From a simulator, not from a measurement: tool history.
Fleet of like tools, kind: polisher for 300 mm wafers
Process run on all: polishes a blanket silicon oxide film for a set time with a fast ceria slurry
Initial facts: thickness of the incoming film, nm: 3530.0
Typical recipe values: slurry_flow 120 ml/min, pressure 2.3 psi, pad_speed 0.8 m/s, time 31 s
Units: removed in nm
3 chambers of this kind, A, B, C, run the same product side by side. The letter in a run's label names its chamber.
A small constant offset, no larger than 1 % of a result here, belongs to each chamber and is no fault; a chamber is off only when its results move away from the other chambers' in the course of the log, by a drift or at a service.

| run | hour | slurry_flow | pressure | pad_speed | time | removed |
|---|---|---|---|---|---|---|
| 1A | 9.2 | 120 | 2.3 | 0.8 | 31 | 292.17 |
|  | 15.7 | chamber C: slurry nozzle cleaned |
| 2C | 21.5 | 120 | 2.3 | 0.8 | 31 | 296.54 |
| 3B | 30.4 | 120 | 2.3 | 0.8 | 31 | 292.2 |
| 4A | 39.1 | 120 | 2.3 | 0.8 | 31 | 292.9 |
|  | 41.2 | chamber B: worn pad replaced by a new one |
|  | 49.9 | chamber C: worn pad replaced by a new one |
| 5C | 51.2 | 120 | 2.3 | 0.8 | 31 | 298.94 |
| 6B | 59.9 | 120 | 2.3 | 0.8 | 31 | 295.65 |
| 7C | 71.1 | 120 | 2.3 | 0.8 | 31 | 298.77 |
| 8A | 77.8 | 105 | 2.3 | 0.8 | 31 | 284.64 |
| 9B | 84.8 | 105 | 2.3 | 0.8 | 31 | 286.95 |
| 10A | 95.2 | 105 | 2.3 | 0.8 | 31 | 284.2 |
| 11C | 103.1 | 120 | 2.3 | 0.8 | 31 | 291.97 |
| 12B | 115.6 | 120 | 2.3 | 0.8 | 31 | 291.62 |
| 13A | 127 | 120 | 2.3 | 0.8 | 31 | 286.78 |
|  | 136.1 | chamber C: worn pad replaced by a new one |
| 14B | 136.7 | 120 | 2.3 | 0.8 | 31 | 296.62 |
| 15C | 144.4 | 120 | 2.3 | 0.8 | 31 | 308.22 |
| 16A | 152.8 | 120 | 2.3 | 0.8 | 31 | 290.67 |
| 17B | 161.1 | 120 | 2.3 | 0.8 | 31 | 293.48 |
|  | 161.8 | chamber B: worn pad replaced by a new one |
|  | 164.1 | chamber B: head pressure recalibrated |
| 18C | 173.7 | 120 | 2.3 | 0.8 | 31 | 298.17 |
| 19C | 185 | 120 | 2.3 | 0.8 | 31 | 308.67 |
| 20B | 193.5 | 120 | 2.3 | 0.8 | 31 | 289.91 |
| 21A | 200.3 | 120 | 2.3 | 0.8 | 31 | 289.66 |
| 22B | 206.3 | 120 | 2.3 | 0.8 | 31 | 284.11 |
| 23A | 216 | 120 | 2.3 | 0.8 | 31 | 283.44 |
|  | 218.9 | chamber C: worn pad replaced by a new one |
| 24C | 228.1 | 120 | 2.3 | 0.8 | 31 | 299.84 |
| 25B | 236.9 | 120 | 2.3 | 0.62 | 34 | 246.63 |
| 26A | 243.6 | 120 | 2.3 | 0.62 | 34 | 235.95 |
| 27C | 252 | 120 | 2.3 | 0.62 | 34 | 258.53 |
| 28C | 263.1 | 120 | 2.3 | 0.8 | 31 | 301.1 |
|  | 271 | chamber B: worn pad replaced by a new one |
| 29B | 272.7 | 120 | 2.3 | 0.8 | 31 | 290.41 |
| 30A | 280.8 | 120 | 2.3 | 0.8 | 31 | 279.31 |
| 31B | 286.7 | 120 | 2.3 | 0.8 | 31 | 295.66 |
| 32A | 293.8 | 120 | 2.3 | 0.8 | 31 | 268.57 |
|  | 305.4 | chamber C: worn pad replaced by a new one |
| 33C | 306.7 | 120 | 2.3 | 0.8 | 31 | 304.78 |
| 34A | 318.9 | 120 | 2.9 | 0.8 | 25 | 275.62 |
| 35B | 327 | 120 | 2.9 | 0.8 | 25 | 294 |
| 36C | 334.6 | 120 | 2.9 | 0.8 | 25 | 301.76 |
| 37C | 341.7 | 120 | 2.3 | 0.8 | 31 | 296.61 |
| 38B | 351.9 | 120 | 2.3 | 0.8 | 31 | 295.75 |
|  | 356.5 | chamber B: slurry nozzle cleaned |
| 39A | 361.5 | 120 | 2.3 | 0.8 | 31 | 272.46 |
| 40B | 372.2 | 120 | 2.3 | 0.8 | 31 | 293.65 |
|  | 378.8 | chamber B: worn pad replaced by a new one |
| 41C | 380.8 | 120 | 2.3 | 0.8 | 31 | 294.65 |
|  | 385.6 | chamber C: worn pad replaced by a new one |
| 42A | 391.9 | 120 | 2.3 | 0.8 | 31 | 265.35 |
| 43C | 397.5 | 120 | 2.3 | 0.8 | 31 | 299.25 |
| 44B | 404.6 | 120 | 2.3 | 0.8 | 31 | 292.13 |

Predict what each chamber gives when all 3 of them run the settings below next.
| 45A | 413.8 | 90 | 2.3 | 0.8 | 31 | ? |
| 45B | 413.8 | 90 | 2.3 | 0.8 | 31 | ? |
| 45C | 413.8 | 90 | 2.3 | 0.8 | 31 | ? |

| run | removed |
|---|---|
| 45A | 243.39 |
| 45B | 277.95 |
| 45C | 282.14 |
